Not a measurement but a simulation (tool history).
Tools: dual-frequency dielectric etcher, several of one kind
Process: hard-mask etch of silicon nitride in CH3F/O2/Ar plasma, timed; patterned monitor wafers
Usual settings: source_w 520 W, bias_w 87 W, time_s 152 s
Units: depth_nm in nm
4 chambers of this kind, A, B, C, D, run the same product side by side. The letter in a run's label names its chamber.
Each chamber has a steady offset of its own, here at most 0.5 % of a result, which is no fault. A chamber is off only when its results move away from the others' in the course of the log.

run	hour	source_w	bias_w	time_s	hours since the last wet clean	hours since the last source power generator calibration	hours since the last bias power generator calibration	read-back reference wafer on the same gauge, depth_nm	depth_nm
1A	4.7	520	87	152	209.3	3056.9	1625.2	108.99	124.81
2C	11.1	520	87	152	496.4	1455.1	49.5	109.02	125.01
3B	18.6	520	87	152	532.6	487.8	1192.2	109.07	125.96
4D	23.3	520	87	152	239.6	555.1	874.7	109.05	125.93
5B	27.2	520	87	152	541.2	496.4	1200.8	109.09	125.88
6C	31.2	520	87	152	516.5	1475.2	69.6	109.03	125.3
7A	36.4	520	94	183	241	3088.6	1656.9	109.1	154.66
8D	42.8	520	94	183	259.1	574.6	894.2	109.13	155.87
9D	47.8	520	94	183	264.1	579.6	899.2	109.1	155.8
10B	52.8	520	94	183	566.8	522	1226.4	109.12	155.76
11C	56.9	520	87	152	542.2	1500.9	95.3	109.14	125.25
# hour 58.9: chamber A: bias power generator calibrated
12A	62.5	520	87	152	267.1	3114.7	3.7	109.19	124.92
# hour 64.8: chamber C: wet clean of the chamber
13B	68	520	87	152	582	537.2	1241.6	109.14	125.75
14C	73	610	108	152	8.2	1517	111.4	109.19	143.66
15A	79.2	610	108	152	283.8	3131.4	20.4	109.18	143.57
16D	82.8	610	108	152	299.1	614.6	934.2	109.19	144.79
17D	87.8	610	108	152	304.1	619.6	939.2	109.19	144.65
18A	94.4	520	87	152	299	3146.6	35.6	109.24	125.17
19C	100	520	87	152	35.2	1544	138.4	109.24	125.66
20B	103.6	520	87	152	617.6	572.8	1277.2	109.23	125.93
21D	110.4	520	87	152	326.7	642.2	961.8	109.24	126.51
# hour 112.6: chamber B: wet clean of the chamber
22B	117.2	420	87	152	4.7	586.4	1290.8	109.28	116.36
23C	125.4	420	87	152	60.6	1569.4	163.8	109.28	115.67
24A	132.2	420	87	152	336.8	3184.4	73.4	109.26	115.56
25C	136.4	420	87	152	71.6	1580.4	174.8	109.29	115.81
26D	140.8	520	87	152	357.1	672.6	992.2	109.31	126.55
27B	148.7	520	87	152	36.2	617.9	1322.3	109.36	126.07
28A	156.4	420	95	152	361	3208.6	97.6	109.34	119.45
29A	162.9	420	95	152	367.5	3215.1	104.1	109.36	119.22
30C	166.7	420	95	152	101.9	1610.7	205.1	109.37	119.77
31B	173.4	420	95	152	60.9	642.6	1347	109.42	120.3
32D	178.8	520	87	152	395.1	710.6	1030.2	109.46	126.74
33A	186.4	520	87	152	391	3238.6	127.6	109.42	125.39
34C	191.5	520	87	152	126.7	1635.5	229.9	109.43	125.81
35B	198.1	520	87	152	85.6	667.3	1371.7	109.47	126.21
36D	205.3	520	87	152	421.6	737.1	1056.7	109.46	126.54
37D	211.8	610	100	152	428.1	743.6	1063.2	109.42	141.09
38A	216.8	610	100	152	421.4	3269	158	109.47	139.89
39B	224.3	610	100	152	111.8	693.5	1397.9	109.52	140.54
40C	228.5	610	100	152	163.7	1672.5	266.9	109.51	139.99
41B	235.3	520	87	152	122.8	704.5	1408.9	109.51	126.26
42D	243.5	520	87	152	459.8	775.3	1094.9	109.6	126.77
43A	247.1	520	87	152	451.7	3299.3	188.3	109.56	125.58

Is one chamber off against the others, does the gauge drift, or is nothing wrong? If a chamber is off, say which, and what the likeliest cause is.

The gauge drifts, so all chambers seem to drift together. No chamber is off.
Cause: gauge reads high (%) = 0.526.
